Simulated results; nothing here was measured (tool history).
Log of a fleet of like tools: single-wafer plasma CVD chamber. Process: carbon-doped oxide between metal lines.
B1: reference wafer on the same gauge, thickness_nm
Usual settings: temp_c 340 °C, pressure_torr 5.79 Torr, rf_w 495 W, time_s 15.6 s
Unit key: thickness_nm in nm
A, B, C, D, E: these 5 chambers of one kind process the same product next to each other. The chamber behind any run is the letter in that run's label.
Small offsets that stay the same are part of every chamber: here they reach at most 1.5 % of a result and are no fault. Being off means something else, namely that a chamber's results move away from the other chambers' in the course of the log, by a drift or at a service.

{"run": "1A", "hour": 6.4, "temp_c": 340, "pressure_torr": 5.79, "rf_w": 495, "time_s": 15.6, "B1": 100.09, "thickness_nm": 83.033}
{"run": "2D", "hour": 12.4, "temp_c": 340, "pressure_torr": 5.79, "rf_w": 495, "time_s": 15.6, "B1": 100.1, "thickness_nm": 83.922}
{"run": "3B", "hour": 21.3, "temp_c": 340, "pressure_torr": 5.79, "rf_w": 495, "time_s": 15.6, "B1": 100.12, "thickness_nm": 84.278}
{"run": "4E", "hour": 28.1, "temp_c": 340, "pressure_torr": 5.79, "rf_w": 495, "time_s": 15.6, "B1": 100.14, "thickness_nm": 84.557}
{"run": "5C", "hour": 35.3, "temp_c": 340, "pressure_torr": 5.79, "rf_w": 495, "time_s": 15.6, "B1": 100.12, "thickness_nm": 83.923}
{"run": "6E", "hour": 44.5, "temp_c": 340, "pressure_torr": 5.79, "rf_w": 495, "time_s": 15.6, "B1": 100.09, "thickness_nm": 85.381}
{"run": "7D", "hour": 54.2, "temp_c": 340, "pressure_torr": 5.79, "rf_w": 535, "time_s": 15.6, "B1": 100.09, "thickness_nm": 87.469}
{"run": "8B", "hour": 63.0, "temp_c": 340, "pressure_torr": 5.79, "rf_w": 535, "time_s": 15.6, "B1": 100.02, "thickness_nm": 88.417}
{"hour": 71.8, "done": "chamber D: capacitance manometer re-zeroed and calibrated"}
{"run": "9C", "hour": 74.8, "temp_c": 340, "pressure_torr": 5.79, "rf_w": 535, "time_s": 15.6, "B1": 100.09, "thickness_nm": 87.598}
{"run": "10A", "hour": 85.7, "temp_c": 340, "pressure_torr": 5.79, "rf_w": 535, "time_s": 15.6, "B1": 100.07, "thickness_nm": 87.145}
{"run": "11E", "hour": 95.6, "temp_c": 340, "pressure_torr": 5.79, "rf_w": 535, "time_s": 15.6, "B1": 100.11, "thickness_nm": 88.851}
{"run": "12B", "hour": 101.9, "temp_c": 340, "pressure_torr": 5.79, "rf_w": 495, "time_s": 15.6, "B1": 100.18, "thickness_nm": 84.281}
{"run": "13C", "hour": 109.4, "temp_c": 340, "pressure_torr": 5.79, "rf_w": 495, "time_s": 15.6, "B1": 100.11, "thickness_nm": 83.859}
{"run": "14A", "hour": 117.0, "temp_c": 340, "pressure_torr": 5.79, "rf_w": 495, "time_s": 15.6, "B1": 100.1, "thickness_nm": 83.184}
{"run": "15D", "hour": 127.3, "temp_c": 353, "pressure_torr": 5.79, "rf_w": 495, "time_s": 15.6, "B1": 100.08, "thickness_nm": 80.634}
{"run": "16E", "hour": 133.9, "temp_c": 353, "pressure_torr": 5.79, "rf_w": 495, "time_s": 15.6, "B1": 100.11, "thickness_nm": 81.221}
{"run": "17A", "hour": 142.1, "temp_c": 353, "pressure_torr": 5.79, "rf_w": 495, "time_s": 15.6, "B1": 100.01, "thickness_nm": 79.881}
{"run": "18D", "hour": 153.2, "temp_c": 353, "pressure_torr": 5.79, "rf_w": 495, "time_s": 15.6, "B1": 100.12, "thickness_nm": 80.736}
{"run": "19C", "hour": 164.8, "temp_c": 353, "pressure_torr": 5.79, "rf_w": 495, "time_s": 15.6, "B1": 100.1, "thickness_nm": 81.082}
{"run": "20B", "hour": 170.8, "temp_c": 340, "pressure_torr": 5.79, "rf_w": 495, "time_s": 15.6, "B1": 100.09, "thickness_nm": 84.043}
{"run": "21A", "hour": 178.8, "temp_c": 340, "pressure_torr": 5.79, "rf_w": 495, "time_s": 15.6, "B1": 100.1, "thickness_nm": 82.871}
{"hour": 190.0, "done": "chamber D: RF generator calibrated"}
{"run": "22D", "hour": 190.6, "temp_c": 340, "pressure_torr": 5.79, "rf_w": 570, "time_s": 12.9, "B1": 100.17, "thickness_nm": 75.962}
{"run": "23C", "hour": 200.7, "temp_c": 340, "pressure_torr": 5.79, "rf_w": 570, "time_s": 12.9, "B1": 100.02, "thickness_nm": 75.659}
{"run": "24B", "hour": 212.4, "temp_c": 340, "pressure_torr": 5.79, "rf_w": 570, "time_s": 12.9, "B1": 100.16, "thickness_nm": 76.083}
{"run": "25E", "hour": 222.7, "temp_c": 340, "pressure_torr": 5.79, "rf_w": 570, "time_s": 12.9, "B1": 100.1, "thickness_nm": 76.745}
{"run": "26D", "hour": 229.3, "temp_c": 340, "pressure_torr": 5.79, "rf_w": 570, "time_s": 12.9, "B1": 100.08, "thickness_nm": 76.239}
{"run": "27C", "hour": 235.2, "temp_c": 340, "pressure_torr": 5.79, "rf_w": 495, "time_s": 15.6, "B1": 100.18, "thickness_nm": 84.043}
{"run": "28E", "hour": 240.8, "temp_c": 340, "pressure_torr": 4.74, "rf_w": 495, "time_s": 15.6, "B1": 100.06, "thickness_nm": 82.725}
{"run": "29B", "hour": 251.3, "temp_c": 340, "pressure_torr": 4.74, "rf_w": 495, "time_s": 15.6, "B1": 100.09, "thickness_nm": 81.652}
{"run": "30A", "hour": 263.8, "temp_c": 340, "pressure_torr": 4.74, "rf_w": 495, "time_s": 15.6, "B1": 100.06, "thickness_nm": 81.188}
{"run": "31B", "hour": 272.9, "temp_c": 340, "pressure_torr": 4.74, "rf_w": 495, "time_s": 15.6, "B1": 100.05, "thickness_nm": 81.582}
{"run": "32A", "hour": 281.0, "temp_c": 340, "pressure_torr": 4.74, "rf_w": 495, "time_s": 15.6, "B1": 100.09, "thickness_nm": 80.525}

Is one chamber out of step, is the gauge drifting, or do the chambers differ by no more than their own small offsets? For an off chamber, give its letter and the likeliest cause.

The fleet is healthy, with each chamber sitting at its usual small offset and no drift in the gauge.
